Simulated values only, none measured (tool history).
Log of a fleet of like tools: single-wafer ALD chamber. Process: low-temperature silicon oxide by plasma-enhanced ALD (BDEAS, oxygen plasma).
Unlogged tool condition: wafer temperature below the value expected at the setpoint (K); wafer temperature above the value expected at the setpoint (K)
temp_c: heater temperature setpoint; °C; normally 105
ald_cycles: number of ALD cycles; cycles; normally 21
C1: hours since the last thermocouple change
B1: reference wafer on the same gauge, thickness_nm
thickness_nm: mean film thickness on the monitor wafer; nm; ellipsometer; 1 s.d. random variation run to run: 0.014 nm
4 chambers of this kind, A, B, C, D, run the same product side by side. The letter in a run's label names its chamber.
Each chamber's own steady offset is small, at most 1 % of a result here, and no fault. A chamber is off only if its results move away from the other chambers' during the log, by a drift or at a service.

{"run": "1D", "hour": 10.7, "temp_c": 105, "ald_cycles": 21, "C1": 764.9, "B1": 2.8932, "thickness_nm": 2.9676}
{"run": "2B", "hour": 21.8, "temp_c": 105, "ald_cycles": 21, "C1": 1325.2, "B1": 2.892, "thickness_nm": 2.9774}
{"run": "3C", "hour": 31.8, "temp_c": 105, "ald_cycles": 21, "C1": 506.6, "B1": 2.8915, "thickness_nm": 2.994}
{"run": "4A", "hour": 41.0, "temp_c": 105, "ald_cycles": 21, "C1": 524.5, "B1": 2.8867, "thickness_nm": 2.9746}
{"run": "5D", "hour": 49.8, "temp_c": 105, "ald_cycles": 21, "C1": 804.0, "B1": 2.8901, "thickness_nm": 2.9757}
{"run": "6A", "hour": 59.3, "temp_c": 105, "ald_cycles": 21, "C1": 542.8, "B1": 2.8918, "thickness_nm": 2.9859}
{"run": "7C", "hour": 67.4, "temp_c": 105, "ald_cycles": 21, "C1": 542.2, "B1": 2.8953, "thickness_nm": 2.9753}
{"run": "8B", "hour": 75.9, "temp_c": 105, "ald_cycles": 21, "C1": 1379.3, "B1": 2.8877, "thickness_nm": 3.0115}
{"hour": 78.4, "done": "chamber B: thermocouple changed; heater temperature recalibrated"}
{"run": "9C", "hour": 84.8, "temp_c": 105, "ald_cycles": 21, "C1": 559.6, "B1": 2.8858, "thickness_nm": 2.9794}
{"run": "10A", "hour": 93.9, "temp_c": 105, "ald_cycles": 21, "C1": 577.4, "B1": 2.8885, "thickness_nm": 2.9891}
{"run": "11D", "hour": 103.2, "temp_c": 105, "ald_cycles": 21, "C1": 857.4, "B1": 2.8934, "thickness_nm": 2.9814}
{"run": "12B", "hour": 113.0, "temp_c": 105, "ald_cycles": 21, "C1": 34.7, "B1": 2.8899, "thickness_nm": 3.0014}
{"run": "13A", "hour": 123.6, "temp_c": 105, "ald_cycles": 21, "C1": 607.1, "B1": 2.8893, "thickness_nm": 2.9867}
{"hour": 125.7, "done": "chamber D: thermocouple changed; heater temperature recalibrated"}
{"run": "14D", "hour": 131.7, "temp_c": 120, "ald_cycles": 24, "C1": 6.0, "B1": 2.8913, "thickness_nm": 3.3086}
{"run": "15C", "hour": 139.9, "temp_c": 120, "ald_cycles": 24, "C1": 614.7, "B1": 2.889, "thickness_nm": 3.3293}
{"run": "16B", "hour": 146.7, "temp_c": 120, "ald_cycles": 24, "C1": 68.4, "B1": 2.8893, "thickness_nm": 3.3657}
{"run": "17B", "hour": 153.7, "temp_c": 120, "ald_cycles": 24, "C1": 75.4, "B1": 2.8915, "thickness_nm": 3.3264}
{"run": "18D", "hour": 164.1, "temp_c": 105, "ald_cycles": 21, "C1": 38.4, "B1": 2.8888, "thickness_nm": 2.9894}
{"run": "19C", "hour": 169.6, "temp_c": 105, "ald_cycles": 21, "C1": 644.4, "B1": 2.888, "thickness_nm": 2.9987}
{"run": "20A", "hour": 175.7, "temp_c": 105, "ald_cycles": 21, "C1": 659.2, "B1": 2.8905, "thickness_nm": 2.9887}
{"run": "21B", "hour": 184.3, "temp_c": 105, "ald_cycles": 21, "C1": 106.0, "B1": 2.8903, "thickness_nm": 2.9599}
{"run": "22D", "hour": 189.8, "temp_c": 105, "ald_cycles": 21, "C1": 64.1, "B1": 2.8911, "thickness_nm": 2.9561}
{"run": "23A", "hour": 196.7, "temp_c": 105, "ald_cycles": 21, "C1": 680.2, "B1": 2.8894, "thickness_nm": 2.9819}
{"run": "24C", "hour": 205.0, "temp_c": 105, "ald_cycles": 21, "C1": 679.8, "B1": 2.8914, "thickness_nm": 2.9783}
{"run": "25A", "hour": 214.8, "temp_c": 105, "ald_cycles": 21, "C1": 698.3, "B1": 2.8925, "thickness_nm": 2.9567}
{"run": "26C", "hour": 220.2, "temp_c": 105, "ald_cycles": 21, "C1": 695.0, "B1": 2.8881, "thickness_nm": 2.9905}
{"run": "27D", "hour": 229.9, "temp_c": 105, "ald_cycles": 21, "C1": 104.2, "B1": 2.8905, "thickness_nm": 2.9746}
{"run": "28B", "hour": 240.3, "temp_c": 105, "ald_cycles": 21, "C1": 162.0, "B1": 2.8916, "thickness_nm": 2.9854}
{"run": "29C", "hour": 247.1, "temp_c": 105, "ald_cycles": 21, "C1": 721.9, "B1": 2.8877, "thickness_nm": 2.9702}
{"run": "30A", "hour": 257.1, "temp_c": 113, "ald_cycles": 23, "C1": 740.6, "B1": 2.8878, "thickness_nm": 3.2043}
{"run": "31B", "hour": 263.0, "temp_c": 113, "ald_cycles": 23, "C1": 184.7, "B1": 2.8887, "thickness_nm": 3.2343}
{"run": "32D", "hour": 269.2, "temp_c": 113, "ald_cycles": 23, "C1": 143.5, "B1": 2.8912, "thickness_nm": 3.1918}

The same settings go to every chamber for the next run, one line per chamber below. Forecast the results for each:
{"run": "33A", "hour": 277.4, "temp_c": 105, "ald_cycles": 21, "thickness_nm": "?"}
{"run": "33B", "hour": 277.4, "temp_c": 105, "ald_cycles": 21, "thickness_nm": "?"}
{"run": "33C", "hour": 277.4, "temp_c": 105, "ald_cycles": 21, "thickness_nm": "?"}
{"run": "33D", "hour": 277.4, "temp_c": 105, "ald_cycles": 21, "thickness_nm": "?"}

run=33A thickness_nm=2.9849
run=33B thickness_nm=2.9867
run=33C thickness_nm=2.9406
run=33D thickness_nm=2.9541

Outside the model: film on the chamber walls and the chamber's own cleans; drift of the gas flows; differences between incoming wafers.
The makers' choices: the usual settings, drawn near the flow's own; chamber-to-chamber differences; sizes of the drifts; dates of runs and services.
